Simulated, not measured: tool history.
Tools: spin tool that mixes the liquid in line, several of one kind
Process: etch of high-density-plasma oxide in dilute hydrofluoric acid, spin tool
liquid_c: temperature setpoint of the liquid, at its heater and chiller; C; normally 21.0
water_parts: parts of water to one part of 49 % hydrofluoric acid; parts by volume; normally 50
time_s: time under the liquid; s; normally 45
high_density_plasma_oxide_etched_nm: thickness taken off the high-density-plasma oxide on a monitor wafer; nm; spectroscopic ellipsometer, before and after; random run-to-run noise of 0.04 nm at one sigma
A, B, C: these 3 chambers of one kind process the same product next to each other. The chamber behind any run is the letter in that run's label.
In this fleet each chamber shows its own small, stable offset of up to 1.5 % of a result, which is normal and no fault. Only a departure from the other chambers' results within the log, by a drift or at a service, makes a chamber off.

run     day  liquid_c  water_parts  time_s  read-back film thickness of the high-density-plasma oxide reference wafer, read on the same gauge (nm)  high_density_plasma_oxide_etched_nm
 1A   0.333      21.0           50      45                                                                                                  119.99                               4.4233
 2B   0.833      21.0           50      45                                                                                                  120.03                               4.4321
 3C   1.221      21.0           50      45                                                                                                  120.00                               4.4167
 4C   1.592      21.0           50      45                                                                                                  120.01                               4.4110
 5A   1.950      21.0           50      45                                                                                                  120.00                               4.4049
 6B   2.438      21.0           50      45                                                                                                  120.02                               4.4012
 7A   2.712      21.0           50      45                                                                                                  120.02                               4.4560
 8C   2.988      21.0           50      45                                                                                                  120.01                               4.3658
 9B   3.246      21.0           50      45                                                                                                  120.02                               4.4428
10A   3.742      21.0           50      45                                                                                                  119.99                               4.4053
11B   4.279      21.0           50      45                                                                                                  119.99                               4.4896
12C   4.796      21.0           50      45                                                                                                  119.99                               4.3777
13C   5.342      21.0           50      45                                                                                                  120.00                               4.3618
14B   5.825      21.0           50      45                                                                                                  120.00                               4.5248
15A   6.254      21.0           50      45                                                                                                  119.99                               4.3798
16B   6.546      21.0           50      45                                                                                                  120.01                               4.4312
17A   6.846      21.0           50      45                                                                                                  119.99                               4.4115
18C   7.196      21.0           50      45                                                                                                  119.99                               4.3105
19B   7.638      21.0           50      45                                                                                                  119.99                               4.3666
20C   8.154      21.0           50      45                                                                                                  119.99                               4.2606
21A   8.483      21.0           50      45                                                                                                  120.01                               4.4164
22A   8.875      21.0           50      30                                                                                                  120.01                               2.9694
23C   9.175      21.0           50      30                                                                                                  120.00                               2.7971
24B   9.650      21.0           50      30                                                                                                  120.00                               2.9668
25A  10.071      21.0           50      45                                                                                                  120.01                               4.4314
26C  10.362      21.0           50      45                                                                                                  120.01                               4.1520
27B  10.808      21.0           50      45                                                                                                  120.01                               4.4344
28B  11.138      21.0           40      35                                                                                                  119.98                               4.3107
29C  11.404      21.0           40      35                                                                                                  120.02                               4.1192
30A  11.800      21.0           40      35                                                                                                  120.00                               4.3408
31C  12.254      21.0           70      25                                                                                                  120.01                               1.6142
32A  12.704      21.0           70      25                                                                                                  120.00                               1.7404
33B  13.154      21.0           70      25                                                                                                  120.02                               1.7123
34C  13.671      21.0           50      45                                                                                                  120.00                               4.1068
35B  13.979      21.0           50      45                                                                                                  120.00                               4.3146
36A  14.258      21.0           50      45                                                                                                  120.00                               4.4088
37C  14.592      21.0           50      45                                                                                                  120.02                               4.0999
38B  14.983      21.0           50      45                                                                                                  120.00                               4.4629
39A  15.517      21.0           50      45                                                                                                  120.00                               4.3779
40A  15.796      23.5           40      45                                                                                                  119.98                               6.2835

Which is it: a chamber that has drifted or been left off by a service, a gauge drift common to all chambers, or only each chamber's usual small offset? If a chamber is off, name it and its likeliest cause.

Chamber C drifts away from the others.
Likeliest cause: hydrofluoric acid flow below the setpoint (%) = 9.19.
From this log alone, it may not be told apart from: liquid colder than its thermometer reads (K).

Here are 4 candidates for chamber C's next run, each the usual settings with a change, their results left as question marks. Which one brings its results back in line with what the others give on the usual settings?
In line means no further than this from the other chambers' mean on the usual settings: high_density_plasma_oxide_etched_nm 0.1400 nm
41C-1  16.192      22.0           50      45                                                                                                                                            ?
41C-2  16.192      21.0           50      50                                                                                                                                            ?
41C-3  16.192      20.0           50      45                                                                                                                                            ?
41C-4  16.192      21.0           55      45                                                                                                                                            ?

The other chambers' mean on the usual settings: high_density_plasma_oxide_etched_nm 4.4333 nm
  run  high_density_plasma_oxide_etched_nm
41C-1                               4.1857
41C-2                               4.4622
41C-3                               3.8518
41C-4                               3.6262
41C-2 brings the chamber back in line.
